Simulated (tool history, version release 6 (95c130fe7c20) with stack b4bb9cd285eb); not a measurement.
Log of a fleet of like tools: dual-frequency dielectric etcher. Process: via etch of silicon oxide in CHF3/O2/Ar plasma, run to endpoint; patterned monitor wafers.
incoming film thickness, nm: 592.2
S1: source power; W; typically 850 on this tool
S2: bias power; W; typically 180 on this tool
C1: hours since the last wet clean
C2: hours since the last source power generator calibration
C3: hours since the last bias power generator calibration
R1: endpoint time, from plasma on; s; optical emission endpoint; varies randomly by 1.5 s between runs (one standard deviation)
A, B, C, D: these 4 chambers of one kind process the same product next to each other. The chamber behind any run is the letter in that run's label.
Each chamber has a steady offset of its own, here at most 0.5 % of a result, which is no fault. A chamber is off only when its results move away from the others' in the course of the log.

| run | hour | S1 | S2 | C1 | C2 | C3 | R1 |
|---|---|---|---|---|---|---|---|
| 1C | 8.2 | 850 | 180 | 347.3 | 3166.8 | 404 | 263.27 |
| 2D | 16 | 850 | 180 | 199.6 | 1720.2 | 2785.8 | 261.55 |
| 3A | 25.3 | 850 | 180 | 523.4 | 1294.5 | 2667.6 | 261.44 |
| 4B | 40.7 | 850 | 180 | 241 | 2000.9 | 1529.8 | 260.88 |
|  | 47.6 | chamber A: wet clean of the chamber |
|  | 54 | chamber C: source power generator calibrated |
| 5B | 55.2 | 850 | 180 | 255.5 | 2015.4 | 1544.3 | 263.73 |
| 6D | 67.6 | 850 | 180 | 251.2 | 1771.8 | 2837.4 | 261.79 |
| 7C | 76.5 | 850 | 180 | 415.6 | 22.6 | 472.3 | 260.6 |
| 8A | 89.5 | 930 | 146 | 42 | 1358.7 | 2731.8 | 269.34 |
| 9C | 97.7 | 930 | 146 | 436.8 | 43.8 | 493.5 | 274.13 |
| 10D | 106.2 | 930 | 146 | 289.8 | 1810.4 | 2876 | 269.52 |
| 11A | 119.1 | 930 | 146 | 71.6 | 1388.3 | 2761.4 | 270.91 |
| 12B | 127.7 | 850 | 180 | 328 | 2087.9 | 1616.8 | 263.06 |
| 13C | 135.4 | 850 | 180 | 474.5 | 81.5 | 531.2 | 262.23 |
| 14B | 147.9 | 650 | 165 | 348.2 | 2108.1 | 1637 | 300.86 |
| 15D | 158.7 | 650 | 165 | 342.3 | 1862.9 | 2928.5 | 295.22 |
| 16A | 171.1 | 650 | 165 | 123.6 | 1440.3 | 2813.4 | 295.38 |
| 17D | 185 | 650 | 165 | 368.6 | 1889.2 | 2954.8 | 293.31 |
| 18B | 200.3 | 850 | 180 | 400.6 | 2160.5 | 1689.4 | 262.66 |
| 19C | 210.7 | 850 | 180 | 549.8 | 156.8 | 606.5 | 263.86 |
|  | 219.2 | chamber D: bias power generator calibrated |
| 20A | 225.2 | 850 | 180 | 177.7 | 1494.4 | 2867.5 | 260.47 |
| 21A | 234 | 670 | 207 | 186.5 | 1503.2 | 2876.3 | 269.37 |
| 22B | 241.4 | 670 | 207 | 441.7 | 2201.6 | 1730.5 | 276.78 |
|  | 254.1 | chamber C: wet clean of the chamber |
| 23C | 254.9 | 670 | 207 | 0.8 | 201 | 650.7 | 274.4 |
| 24D | 263.3 | 670 | 207 | 446.9 | 1967.5 | 44.2 | 267.43 |
| 25A | 272.2 | 850 | 180 | 224.7 | 1541.4 | 2914.5 | 262.25 |
| 26B | 280.4 | 850 | 180 | 480.7 | 2240.6 | 1769.5 | 261.4 |
| 27C | 294 | 850 | 180 | 39.9 | 240.1 | 689.8 | 263.06 |
| 28D | 307.5 | 850 | 180 | 491.1 | 2011.7 | 88.4 | 258.39 |
| 29C | 321.3 | 850 | 180 | 67.2 | 267.4 | 717.1 | 261.25 |
| 30B | 334.7 | 850 | 180 | 535 | 2294.9 | 1823.8 | 260.04 |
|  | 336.7 | chamber B: wet clean of the chamber |
| 31D | 344.5 | 850 | 180 | 528.1 | 2048.7 | 125.4 | 254.01 |
| 32A | 356 | 850 | 180 | 308.5 | 1625.2 | 2998.3 | 259.4 |
| 33C | 368.5 | 850 | 180 | 114.4 | 314.6 | 764.3 | 263.59 |
| 34B | 381.1 | 850 | 180 | 44.4 | 2341.3 | 1870.2 | 263.57 |
| 35A | 391.1 | 850 | 197 | 343.6 | 1660.3 | 3033.4 | 253.89 |
| 36D | 402.3 | 850 | 197 | 585.9 | 2106.5 | 183.2 | 247.92 |
| 37C | 414.8 | 850 | 197 | 160.7 | 360.9 | 810.6 | 256.28 |
| 38B | 425.3 | 850 | 197 | 88.6 | 2385.5 | 1914.4 | 254.03 |

All 4 chambers run these settings next. Forecast each chamber's results:
| 39A | 436.4 | 850 | 199 |  |  |  | ? |
| 39B | 436.4 | 850 | 199 |  |  |  | ? |
| 39C | 436.4 | 850 | 199 |  |  |  | ? |
| 39D | 436.4 | 850 | 199 |  |  |  | ? |

| run | R1 |
|---|---|
| 39A | 252.86 |
| 39B | 252.7 |
| 39C | 252.89 |
| 39D | 244.05 |
